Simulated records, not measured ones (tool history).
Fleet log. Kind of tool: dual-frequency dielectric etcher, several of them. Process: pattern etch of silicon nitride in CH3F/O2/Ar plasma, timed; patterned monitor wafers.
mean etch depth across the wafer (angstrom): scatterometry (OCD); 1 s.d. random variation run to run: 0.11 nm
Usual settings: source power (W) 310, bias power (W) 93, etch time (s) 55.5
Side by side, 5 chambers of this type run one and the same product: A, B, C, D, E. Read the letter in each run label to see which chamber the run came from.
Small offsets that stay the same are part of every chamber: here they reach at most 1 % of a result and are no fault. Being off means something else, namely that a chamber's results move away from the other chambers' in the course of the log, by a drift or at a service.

| run | day | source power (W) | bias power (W) | etch time (s) | read-back reference wafer on the same gauge, depth_nm | mean etch depth across the wafer (angstrom) |
|---|---|---|---|---|---|---|
| 1B | 0.433 | 310 | 93 | 55.5 | 41.664 | 388.95 |
| 2E | 0.796 | 310 | 93 | 55.5 | 41.683 | 387.15 |
| 3A | 1.196 | 310 | 93 | 55.5 | 41.676 | 387.47 |
| 4D | 1.725 | 310 | 93 | 55.5 | 41.698 | 390.40 |
| 5C | 2.088 | 310 | 93 | 55.5 | 41.713 | 388.24 |
| 6D | 2.429 | 310 | 93 | 55.5 | 41.700 | 390.07 |
| 7B | 2.746 | 310 | 93 | 55.5 | 41.704 | 388.08 |
|  | 3.142 | chamber D: wet clean of the chamber |
| 8A | 3.304 | 310 | 93 | 55.5 | 41.695 | 388.61 |
| 9E | 3.675 | 310 | 93 | 55.5 | 41.683 | 387.86 |
| 10C | 4.217 | 310 | 74 | 55.5 | 41.689 | 355.93 |
| 11A | 4.521 | 310 | 74 | 55.5 | 41.669 | 356.10 |
| 12E | 5.071 | 310 | 74 | 55.5 | 41.668 | 357.28 |
| 13D | 5.317 | 310 | 74 | 55.5 | 41.698 | 360.71 |
| 14C | 5.742 | 310 | 74 | 55.5 | 41.712 | 357.43 |
| 15B | 6.267 | 310 | 93 | 55.5 | 41.703 | 389.47 |
| 16A | 6.662 | 310 | 93 | 55.5 | 41.668 | 387.83 |
| 17D | 7.104 | 310 | 93 | 55.5 | 41.711 | 392.36 |
| 18C | 7.654 | 310 | 93 | 55.5 | 41.711 | 388.79 |
| 19E | 8.029 | 310 | 93 | 55.5 | 41.684 | 386.45 |
|  | 8.442 | chamber E: wet clean of the chamber |
| 20B | 8.458 | 310 | 93 | 55.5 | 41.686 | 391.61 |
| 21D | 8.871 | 310 | 93 | 55.5 | 41.690 | 389.83 |
| 22B | 9.246 | 260 | 93 | 42.5 | 41.680 | 280.11 |
|  | 9.733 | chamber C: wet clean of the chamber |
| 23A | 9.750 | 260 | 93 | 42.5 | 41.674 | 277.21 |
| 24E | 10.212 | 260 | 93 | 42.5 | 41.693 | 270.41 |
| 25C | 10.633 | 260 | 93 | 42.5 | 41.664 | 278.25 |
| 26C | 10.996 | 260 | 93 | 42.5 | 41.714 | 276.54 |
| 27A | 11.346 | 310 | 93 | 55.5 | 41.686 | 389.63 |
| 28E | 11.667 | 310 | 93 | 55.5 | 41.708 | 376.19 |
| 29B | 12.042 | 310 | 93 | 55.5 | 41.704 | 389.07 |
| 30D | 12.500 | 310 | 93 | 55.5 | 41.676 | 391.30 |
| 31D | 12.858 | 310 | 93 | 55.5 | 41.686 | 391.01 |
| 32E | 13.225 | 310 | 93 | 55.5 | 41.713 | 378.12 |
| 33B | 13.733 | 310 | 105 | 55.5 | 41.674 | 408.02 |
| 34C | 14.238 | 310 | 105 | 55.5 | 41.696 | 404.81 |

Which is it: a chamber that has drifted or been left off by a service, a gauge drift common to all chambers, or only each chamber's usual small offset? If a chamber is off, name it and its likeliest cause.

The work done on chamber E during a service left it standing apart from the others.
Cause: etch rate under this chamber's usual, % = 2.28.

Chamber E could run next with any of the 4 candidate recipes listed below; each alters the usual settings, and their results appear as question marks. Which one brings its results back in line with what the other chambers deliver on the usual settings?
In line means no further than this from the other chambers' mean on the usual settings: mean etch depth across the wafer (angstrom) 4.00
| 35E-1 | 14.646 | 300 | 90 | 55.5 |  | ? |
| 35E-2 | 14.646 | 310 | 95 | 55.5 |  | ? |
| 35E-3 | 14.646 | 320 | 96 | 55.5 |  | ? |
| 35E-4 | 14.646 | 310 | 92 | 55.5 |  | ? |

Average result of the remaining chambers running the usual settings: mean etch depth across the wafer (angstrom) 388.83
| run | mean etch depth across the wafer (angstrom) |
|---|---|
| 35E-1 | 370.36 |
| 35E-2 | 382.37 |
| 35E-3 | 388.33 |
| 35E-4 | 377.87 |
The right change is 35E-3: it brings the chamber back within the allowed miss of the others.
